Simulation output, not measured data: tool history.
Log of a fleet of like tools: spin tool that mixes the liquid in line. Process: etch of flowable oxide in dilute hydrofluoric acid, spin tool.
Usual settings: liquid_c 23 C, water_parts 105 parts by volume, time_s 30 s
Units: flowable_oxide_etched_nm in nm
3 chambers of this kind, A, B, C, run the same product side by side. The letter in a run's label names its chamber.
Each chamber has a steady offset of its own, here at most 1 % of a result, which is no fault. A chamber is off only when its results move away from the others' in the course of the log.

| run | day | liquid_c | water_parts | time_s | read-back film thickness of the flowable oxide reference wafer, read on the same gauge (nm) | flowable_oxide_etched_nm |
|---|---|---|---|---|---|---|
| 1B | 0.204 | 23 | 105 | 30 | 29.949 | 12.056 |
| 2A | 0.333 | 23 | 105 | 30 | 30.011 | 12.048 |
| 3C | 0.45 | 23 | 105 | 30 | 30.018 | 11.968 |
| 4A | 0.683 | 23 | 105 | 30 | 30.012 | 12.131 |
| 5B | 0.85 | 23 | 105 | 30 | 30.011 | 12.184 |
| 6C | 0.971 | 23 | 105 | 30 | 29.996 | 11.942 |
| 7A | 1.167 | 23 | 105 | 30 | 30.019 | 12.162 |
| 8C | 1.367 | 23 | 105 | 30 | 30.011 | 11.983 |
| 9B | 1.525 | 23 | 105 | 30 | 30.019 | 12.379 |
| 10C | 1.667 | 23 | 105 | 30 | 30.018 | 12.041 |
| 11A | 1.879 | 23 | 105 | 30 | 30.007 | 12.193 |
| 12B | 2.075 | 23 | 105 | 30 | 30.043 | 12.61 |
| 13A | 2.325 | 23 | 105 | 30 | 30.061 | 11.987 |
| 14B | 2.55 | 23 | 105 | 30 | 30.02 | 12.6 |
| 15C | 2.671 | 23 | 90 | 30 | 29.977 | 14.205 |
| 16B | 2.825 | 23 | 90 | 30 | 30.001 | 15.033 |
| 17C | 3.038 | 23 | 90 | 30 | 30.002 | 14.08 |
| 18A | 3.242 | 23 | 105 | 30 | 29.977 | 12.107 |
| 19A | 3.392 | 23 | 105 | 30 | 29.986 | 12.205 |
| 20B | 3.575 | 23 | 105 | 30 | 30.005 | 12.796 |
| 21C | 3.792 | 23 | 70 | 30 | 30.004 | 18.86 |

What goes on in this fleet: one chamber off, a drifting gauge, or nothing beyond the chambers' own small offsets? Name the chamber and the cause, if any.

Chamber B drifts away from the others.
Cause: liquid hotter than its thermometer reads (K) = 1.97.
The log may not tell that from: hydrofluoric acid flow above the setpoint (%).

Here are 4 candidates for chamber B's next run, each the usual settings with a change, their results left as question marks. Which one brings its results back in line with what the others give on the usual settings?
In line means no further than this from the other chambers' mean on the usual settings: flowable_oxide_etched_nm 0.25 nm
| 22B-1 | 3.975 | 26.5 | 105 | 30 |  | ? |
| 22B-2 | 3.975 | 23.5 | 100 | 30 |  | ? |
| 22B-3 | 3.975 | 21 | 105 | 30 |  | ? |
| 22B-4 | 3.975 | 22.5 | 115 | 30 |  | ? |

The other chambers' mean on the usual settings: flowable_oxide_etched_nm 12.015 nm
| run | flowable_oxide_etched_nm |
|---|---|
| 22B-1 | 14.919 |
| 22B-2 | 14.016 |
| 22B-3 | 12.012 |
| 22B-4 | 11.523 |
22B-3 brings the chamber back in line.
